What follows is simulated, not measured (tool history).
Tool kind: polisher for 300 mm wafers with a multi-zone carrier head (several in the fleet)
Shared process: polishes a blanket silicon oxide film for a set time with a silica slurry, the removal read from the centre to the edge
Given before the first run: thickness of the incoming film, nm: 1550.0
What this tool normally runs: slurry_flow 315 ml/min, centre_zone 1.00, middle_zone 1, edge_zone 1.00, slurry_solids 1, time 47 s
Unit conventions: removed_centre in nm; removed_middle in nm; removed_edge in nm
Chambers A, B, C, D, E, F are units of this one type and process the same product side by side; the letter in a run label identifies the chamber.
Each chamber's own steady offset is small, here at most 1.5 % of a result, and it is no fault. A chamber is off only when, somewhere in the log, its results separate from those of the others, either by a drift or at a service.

{"day": 0.175, "done": "chamber A: slurry nozzle cleaned"}
{"run": "1F", "day": 0.175, "slurry_flow": 315, "centre_zone": 1.0, "middle_zone": 1, "edge_zone": 1.0, "slurry_solids": 1, "time": 47, "removed_centre": 158.68, "removed_middle": 157.87, "removed_edge": 160.91}
{"run": "2E", "day": 0.325, "slurry_flow": 315, "centre_zone": 1.0, "middle_zone": 1, "edge_zone": 1.0, "slurry_solids": 1, "time": 47, "removed_centre": 155.28, "removed_middle": 156.87, "removed_edge": 156.75}
{"run": "3D", "day": 0.483, "slurry_flow": 315, "centre_zone": 1.0, "middle_zone": 1, "edge_zone": 1.0, "slurry_solids": 1, "time": 47, "removed_centre": 160.28, "removed_middle": 158.06, "removed_edge": 159.2}
{"run": "4C", "day": 0.638, "slurry_flow": 315, "centre_zone": 1.0, "middle_zone": 1, "edge_zone": 1.0, "slurry_solids": 1, "time": 47, "removed_centre": 156.28, "removed_middle": 157.18, "removed_edge": 162.36}
{"day": 0.817, "done": "chamber C: slurry nozzle cleaned"}
{"run": "5A", "day": 0.858, "slurry_flow": 315, "centre_zone": 1.0, "middle_zone": 1, "edge_zone": 1.0, "slurry_solids": 1, "time": 47, "removed_centre": 157.78, "removed_middle": 157.44, "removed_edge": 157.43}
{"run": "6B", "day": 0.971, "slurry_flow": 315, "centre_zone": 1.0, "middle_zone": 1, "edge_zone": 1.0, "slurry_solids": 1, "time": 47, "removed_centre": 163.2, "removed_middle": 157.41, "removed_edge": 155.82}
{"run": "7E", "day": 1.138, "slurry_flow": 315, "centre_zone": 1.0, "middle_zone": 1, "edge_zone": 1.0, "slurry_solids": 1, "time": 47, "removed_centre": 158.25, "removed_middle": 155.81, "removed_edge": 158.01}
{"run": "8F", "day": 1.3, "slurry_flow": 315, "centre_zone": 1.0, "middle_zone": 1, "edge_zone": 1.0, "slurry_solids": 1, "time": 47, "removed_centre": 157.82, "removed_middle": 158.55, "removed_edge": 159.38}
{"day": 1.446, "done": "chamber E: slurry nozzle cleaned"}
{"day": 1.512, "done": "chamber B: slurry nozzle cleaned"}
{"run": "9A", "day": 1.542, "slurry_flow": 315, "centre_zone": 1.0, "middle_zone": 1, "edge_zone": 1.0, "slurry_solids": 1, "time": 47, "removed_centre": 159.53, "removed_middle": 157.54, "removed_edge": 159.28}
{"run": "10D", "day": 1.683, "slurry_flow": 315, "centre_zone": 1.0, "middle_zone": 1, "edge_zone": 1.0, "slurry_solids": 1, "time": 47, "removed_centre": 156.87, "removed_middle": 158.55, "removed_edge": 160.13}
{"run": "11B", "day": 1.846, "slurry_flow": 315, "centre_zone": 1.0, "middle_zone": 1, "edge_zone": 1.0, "slurry_solids": 1, "time": 47, "removed_centre": 157.98, "removed_middle": 158.0, "removed_edge": 159.94}
{"day": 2.0, "done": "chamber A: worn pad replaced by a new one"}
{"run": "12C", "day": 2.021, "slurry_flow": 315, "centre_zone": 1.0, "middle_zone": 1, "edge_zone": 1.0, "slurry_solids": 1, "time": 47, "removed_centre": 160.66, "removed_middle": 158.11, "removed_edge": 155.91}
{"run": "13D", "day": 2.254, "slurry_flow": 315, "centre_zone": 1.0, "middle_zone": 1, "edge_zone": 1.0, "slurry_solids": 1, "time": 47, "removed_centre": 156.16, "removed_middle": 157.06, "removed_edge": 159.07}
{"run": "14F", "day": 2.383, "slurry_flow": 315, "centre_zone": 1.0, "middle_zone": 1, "edge_zone": 1.0, "slurry_solids": 1, "time": 47, "removed_centre": 156.6, "removed_middle": 155.33, "removed_edge": 157.84}
{"run": "15C", "day": 2.504, "slurry_flow": 315, "centre_zone": 1.0, "middle_zone": 1, "edge_zone": 1.0, "slurry_solids": 1, "time": 47, "removed_centre": 160.21, "removed_middle": 156.86, "removed_edge": 161.28}
{"day": 2.708, "done": "chamber F: edge zone pressure recalibrated"}
{"run": "16B", "day": 2.721, "slurry_flow": 315, "centre_zone": 1.0, "middle_zone": 1, "edge_zone": 1.0, "slurry_solids": 1, "time": 47, "removed_centre": 157.94, "removed_middle": 158.08, "removed_edge": 158.44}
{"run": "17A", "day": 2.929, "slurry_flow": 315, "centre_zone": 1.0, "middle_zone": 1, "edge_zone": 1.0, "slurry_solids": 1, "time": 47, "removed_centre": 157.63, "removed_middle": 157.79, "removed_edge": 157.21}
{"run": "18E", "day": 3.112, "slurry_flow": 315, "centre_zone": 1.0, "middle_zone": 1, "edge_zone": 1.0, "slurry_solids": 1, "time": 47, "removed_centre": 158.1, "removed_middle": 158.01, "removed_edge": 156.79}
{"run": "19C", "day": 3.242, "slurry_flow": 315, "centre_zone": 1.0, "middle_zone": 1, "edge_zone": 1.0, "slurry_solids": 1, "time": 47, "removed_centre": 161.21, "removed_middle": 158.17, "removed_edge": 159.9}
{"run": "20E", "day": 3.412, "slurry_flow": 315, "centre_zone": 1.0, "middle_zone": 1, "edge_zone": 1.0, "slurry_solids": 1, "time": 47, "removed_centre": 156.96, "removed_middle": 158.67, "removed_edge": 159.65}
{"run": "21F", "day": 3.633, "slurry_flow": 240, "centre_zone": 1.0, "middle_zone": 1, "edge_zone": 1.0, "slurry_solids": 1, "time": 47, "removed_centre": 147.52, "removed_middle": 148.1, "removed_edge": 148.2}
{"run": "22D", "day": 3.85, "slurry_flow": 240, "centre_zone": 1.0, "middle_zone": 1, "edge_zone": 1.0, "slurry_solids": 1, "time": 47, "removed_centre": 150.48, "removed_middle": 154.41, "removed_edge": 155.03}
{"run": "23A", "day": 4.054, "slurry_flow": 240, "centre_zone": 1.0, "middle_zone": 1, "edge_zone": 1.0, "slurry_solids": 1, "time": 47, "removed_centre": 152.56, "removed_middle": 152.49, "removed_edge": 154.55}
{"day": 4.079, "done": "chamber D: worn pad replaced by a new one"}
{"run": "24B", "day": 4.171, "slurry_flow": 240, "centre_zone": 1.0, "middle_zone": 1, "edge_zone": 1.0, "slurry_solids": 1, "time": 47, "removed_centre": 151.28, "removed_middle": 153.98, "removed_edge": 154.3}
{"run": "25B", "day": 4.288, "slurry_flow": 240, "centre_zone": 1.0, "middle_zone": 1, "edge_zone": 1.0, "slurry_solids": 1, "time": 47, "removed_centre": 153.12, "removed_middle": 154.1, "removed_edge": 156.01}
{"run": "26A", "day": 4.475, "slurry_flow": 240, "centre_zone": 1.0, "middle_zone": 1, "edge_zone": 1.0, "slurry_solids": 1, "time": 47, "removed_centre": 156.99, "removed_middle": 152.45, "removed_edge": 153.43}
{"day": 4.554, "done": "chamber C: worn pad replaced by a new one"}
{"day": 4.604, "done": "chamber F: slurry nozzle cleaned"}
{"run": "27D", "day": 4.621, "slurry_flow": 315, "centre_zone": 1.0, "middle_zone": 1, "edge_zone": 1.0, "slurry_solids": 1, "time": 47, "removed_centre": 159.21, "removed_middle": 158.09, "removed_edge": 158.59}
{"day": 4.688, "done": "chamber E: worn pad replaced by a new one"}
{"run": "28C", "day": 4.738, "slurry_flow": 315, "centre_zone": 1.08, "middle_zone": 1, "edge_zone": 0.88, "slurry_solids": 1, "time": 47, "removed_centre": 173.91, "removed_middle": 157.73, "removed_edge": 148.47}
{"run": "29F", "day": 4.946, "slurry_flow": 315, "centre_zone": 1.08, "middle_zone": 1, "edge_zone": 0.88, "slurry_solids": 1, "time": 47, "removed_centre": 156.88, "removed_middle": 147.95, "removed_edge": 137.41}
{"run": "30E", "day": 5.058, "slurry_flow": 315, "centre_zone": 1.08, "middle_zone": 1, "edge_zone": 0.88, "slurry_solids": 1, "time": 47, "removed_centre": 174.31, "removed_middle": 157.47, "removed_edge": 149.22}
{"run": "31F", "day": 5.192, "slurry_flow": 315, "centre_zone": 1.08, "middle_zone": 1, "edge_zone": 0.88, "slurry_solids": 1, "time": 47, "removed_centre": 156.63, "removed_middle": 145.7, "removed_edge": 135.9}
{"run": "32D", "day": 5.346, "slurry_flow": 315, "centre_zone": 1.08, "middle_zone": 1, "edge_zone": 0.88, "slurry_solids": 1, "time": 47, "removed_centre": 170.22, "removed_middle": 157.06, "removed_edge": 150.79}
{"run": "33A", "day": 5.538, "slurry_flow": 315, "centre_zone": 1.08, "middle_zone": 1, "edge_zone": 0.88, "slurry_solids": 1, "time": 47, "removed_centre": 173.79, "removed_middle": 159.25, "removed_edge": 149.26}
{"run": "34C", "day": 5.725, "slurry_flow": 315, "centre_zone": 1.0, "middle_zone": 1, "edge_zone": 1.0, "slurry_solids": 1, "time": 47, "removed_centre": 159.83, "removed_middle": 158.11, "removed_edge": 157.42}
{"run": "35E", "day": 5.883, "slurry_flow": 315, "centre_zone": 1.0, "middle_zone": 1, "edge_zone": 1.0, "slurry_solids": 1, "time": 47, "removed_centre": 158.69, "removed_middle": 159.08, "removed_edge": 158.11}
{"run": "36B", "day": 6.042, "slurry_flow": 315, "centre_zone": 1.0, "middle_zone": 1, "edge_zone": 1.0, "slurry_solids": 1, "time": 47, "removed_centre": 156.58, "removed_middle": 159.38, "removed_edge": 157.64}
{"run": "37B", "day": 6.225, "slurry_flow": 315, "centre_zone": 1.0, "middle_zone": 1, "edge_zone": 1.0, "slurry_solids": 1, "time": 47, "removed_centre": 160.26, "removed_middle": 158.37, "removed_edge": 158.66}
{"run": "38D", "day": 6.35, "slurry_flow": 315, "centre_zone": 1.0, "middle_zone": 1, "edge_zone": 1.0, "slurry_solids": 1, "time": 47, "removed_centre": 163.02, "removed_middle": 159.54, "removed_edge": 157.9}
{"run": "39F", "day": 6.512, "slurry_flow": 315, "centre_zone": 1.0, "middle_zone": 1, "edge_zone": 1.0, "slurry_solids": 1, "time": 47, "removed_centre": 139.53, "removed_middle": 140.95, "removed_edge": 138.99}
{"run": "40C", "day": 6.638, "slurry_flow": 315, "centre_zone": 1.0, "middle_zone": 1, "edge_zone": 1.0, "slurry_solids": 1, "time": 47, "removed_centre": 158.68, "removed_middle": 159.18, "removed_edge": 161.7}

Decide between three cases: one chamber stands off from its peers, the gauge reading all wafers drifts, or nothing is wrong past each chamber's small offset. Where a chamber is off, say which and what most likely put it there.

Little by little, chamber F moves away from the other chambers.
What lies behind it: removal rate lost through wear of the pad, % = 12.6.

Here are 4 candidates for chamber F's next run, each the usual settings with a change, their results left as question marks. Which one brings its results back in line with what the others give on the usual settings?
Maximum distance from the other chambers' mean on the usual settings for a result to count as in line: removed_centre 6.80 nm; removed_middle 3.50 nm; removed_edge 7.70 nm
{"run": "41F-1", "day": 6.817, "slurry_flow": 310, "centre_zone": 0.99, "middle_zone": 1.0, "edge_zone": 0.99, "slurry_solids": 0.95, "time": 42, "removed_centre": "?", "removed_middle": "?", "removed_edge": "?"}
{"run": "41F-2", "day": 6.817, "slurry_flow": 315, "centre_zone": 1.01, "middle_zone": 0.99, "edge_zone": 1.0, "slurry_solids": 1.0, "time": 50, "removed_centre": "?", "removed_middle": "?", "removed_edge": "?"}
{"run": "41F-3", "day": 6.817, "slurry_flow": 315, "centre_zone": 0.99, "middle_zone": 1.01, "edge_zone": 1.0, "slurry_solids": 1.0, "time": 44, "removed_centre": "?", "removed_middle": "?", "removed_edge": "?"}
{"run": "41F-4", "day": 6.817, "slurry_flow": 320, "centre_zone": 1.01, "middle_zone": 1.0, "edge_zone": 1.01, "slurry_solids": 1.05, "time": 52, "removed_centre": "?", "removed_middle": "?", "removed_edge": "?"}

Mean of the other chambers on the usual settings: removed_centre 158.22 nm; removed_middle 157.89 nm; removed_edge 158.43 nm
run=41F-1 removed_centre=118.05 removed_middle=121.22 removed_edge=120.64
run=41F-2 removed_centre=147.27 removed_middle=146.52 removed_edge=147.92
run=41F-3 removed_centre=126.77 removed_middle=131.32 removed_edge=130.13
run=41F-4 removed_centre=156.72 removed_middle=157.32 removed_edge=158.11
Change 41F-4 lands the chamber within the allowed miss of the other chambers.
